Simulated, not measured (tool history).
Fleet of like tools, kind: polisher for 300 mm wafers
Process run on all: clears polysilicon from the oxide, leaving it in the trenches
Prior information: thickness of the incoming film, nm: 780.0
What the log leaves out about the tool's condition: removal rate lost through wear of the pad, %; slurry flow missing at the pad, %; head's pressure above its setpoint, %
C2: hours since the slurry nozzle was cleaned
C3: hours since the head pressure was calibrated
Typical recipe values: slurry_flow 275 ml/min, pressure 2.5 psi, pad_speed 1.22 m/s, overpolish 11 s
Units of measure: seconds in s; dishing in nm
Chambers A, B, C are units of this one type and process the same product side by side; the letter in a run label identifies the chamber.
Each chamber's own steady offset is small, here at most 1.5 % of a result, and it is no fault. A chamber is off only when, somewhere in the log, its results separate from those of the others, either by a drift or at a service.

run 1A day=0.217 | slurry_flow=275 pressure=2.5 pad_speed=1.22 overpolish=11 | wafers_polished_on_this_pad=405 C2=56.4 C3=864.9 | seconds=53.630 dishing=42.440
run 2B day=0.367 | slurry_flow=275 pressure=2.5 pad_speed=1.22 overpolish=11 | wafers_polished_on_this_pad=789 C2=95.3 C3=596.0 | seconds=54.558 dishing=43.716
-- day=0.483 chamber B: worn pad replaced by a new one
run 3C day=0.571 | slurry_flow=275 pressure=2.5 pad_speed=1.22 overpolish=11 | wafers_polished_on_this_pad=569 C2=143.4 C3=1195.0 | seconds=54.956 dishing=43.817
run 4B day=0.700 | slurry_flow=275 pressure=2.5 pad_speed=1.22 overpolish=11 | wafers_polished_on_this_pad=66 C2=103.3 C3=604.0 | seconds=53.823 dishing=43.225
-- day=0.867 chamber A: head pressure recalibrated
run 5C day=0.867 | slurry_flow=275 pressure=2.5 pad_speed=1.22 overpolish=11 | wafers_polished_on_this_pad=658 C2=150.5 C3=1202.1 | seconds=55.911 dishing=44.048
run 6A day=1.079 | slurry_flow=275 pressure=2.5 pad_speed=1.22 overpolish=11 | wafers_polished_on_this_pad=667 C2=77.1 C3=5.2 | seconds=55.496 dishing=43.223
run 7A day=1.204 | slurry_flow=275 pressure=2.5 pad_speed=1.22 overpolish=11 | wafers_polished_on_this_pad=705 C2=80.1 C3=8.2 | seconds=54.973 dishing=43.154
run 8C day=1.425 | slurry_flow=275 pressure=2.5 pad_speed=1.22 overpolish=11 | wafers_polished_on_this_pad=828 C2=163.9 C3=1215.5 | seconds=55.674 dishing=42.966
run 9B day=1.608 | slurry_flow=275 pressure=2.5 pad_speed=1.22 overpolish=11 | wafers_polished_on_this_pad=342 C2=125.1 C3=625.8 | seconds=54.865 dishing=43.625
run 10A day=1.754 | slurry_flow=275 pressure=2.5 pad_speed=1.22 overpolish=11 | wafers_polished_on_this_pad=872 C2=93.3 C3=21.4 | seconds=54.324 dishing=42.163
run 11B day=1.950 | slurry_flow=275 pressure=2.5 pad_speed=1.22 overpolish=11 | wafers_polished_on_this_pad=446 C2=133.3 C3=634.0 | seconds=53.965 dishing=44.026
run 12C day=2.058 | slurry_flow=275 pressure=2.5 pad_speed=1.22 overpolish=11 | wafers_polished_on_this_pad=1020 C2=179.1 C3=1230.7 | seconds=54.319 dishing=43.531
run 13A day=2.171 | slurry_flow=275 pressure=2.5 pad_speed=1.22 overpolish=11 | wafers_polished_on_this_pad=998 C2=103.3 C3=31.4 | seconds=55.479 dishing=43.648
-- day=2.204 chamber C: worn pad replaced by a new one
run 14B day=2.354 | slurry_flow=275 pressure=2.5 pad_speed=1.22 overpolish=11 | wafers_polished_on_this_pad=569 C2=143.0 C3=643.7 | seconds=53.439 dishing=43.895
run 15C day=2.512 | slurry_flow=275 pressure=2.5 pad_speed=1.22 overpolish=11 | wafers_polished_on_this_pad=94 C2=190.0 C3=1241.6 | seconds=53.284 dishing=43.307
run 16A day=2.721 | slurry_flow=275 pressure=2.5 pad_speed=1.22 overpolish=11 | wafers_polished_on_this_pad=1165 C2=116.5 C3=44.6 | seconds=56.074 dishing=42.407
-- day=2.833 chamber B: worn pad replaced by a new one
run 17C day=2.846 | slurry_flow=275 pressure=2.5 pad_speed=1.22 overpolish=11 | wafers_polished_on_this_pad=195 C2=198.0 C3=1249.6 | seconds=55.000 dishing=44.545
run 18B day=3.004 | slurry_flow=275 pressure=2.5 pad_speed=1.22 overpolish=11 | wafers_polished_on_this_pad=53 C2=158.6 C3=659.3 | seconds=53.275 dishing=44.271
run 19B day=3.175 | slurry_flow=275 pressure=2.5 pad_speed=1.22 overpolish=11 | wafers_polished_on_this_pad=105 C2=162.7 C3=663.4 | seconds=53.543 dishing=44.289
run 20C day=3.342 | slurry_flow=275 pressure=2.5 pad_speed=1.22 overpolish=11 | wafers_polished_on_this_pad=346 C2=209.9 C3=1261.5 | seconds=55.394 dishing=44.846
run 21A day=3.467 | slurry_flow=275 pressure=2.5 pad_speed=1.22 overpolish=11 | wafers_polished_on_this_pad=1392 C2=134.4 C3=62.5 | seconds=57.176 dishing=42.800
run 22C day=3.688 | slurry_flow=275 pressure=2.5 pad_speed=1.22 overpolish=16 | wafers_polished_on_this_pad=451 C2=218.2 C3=1269.8 | seconds=55.001 dishing=45.676
run 23A day=3.888 | slurry_flow=275 pressure=2.5 pad_speed=1.22 overpolish=16 | wafers_polished_on_this_pad=1520 C2=144.5 C3=72.6 | seconds=57.754 dishing=44.220
run 24B day=3.992 | slurry_flow=275 pressure=2.5 pad_speed=1.22 overpolish=16 | wafers_polished_on_this_pad=353 C2=182.3 C3=683.0 | seconds=55.000 dishing=44.443

All chambers now run identical settings, listed one chamber a line with results as question marks. What results will each chamber show?
run 25A day=4.158 | slurry_flow=275 pressure=2.5 pad_speed=1.22 overpolish=11 | seconds=? dishing=?
run 25B day=4.158 | slurry_flow=275 pressure=2.5 pad_speed=1.22 overpolish=11 | seconds=? dishing=?
run 25C day=4.158 | slurry_flow=275 pressure=2.5 pad_speed=1.22 overpolish=11 | seconds=? dishing=?

run=25A seconds=58.543 dishing=42.254
run=25B seconds=53.624 dishing=43.291
run=25C seconds=55.068 dishing=43.496
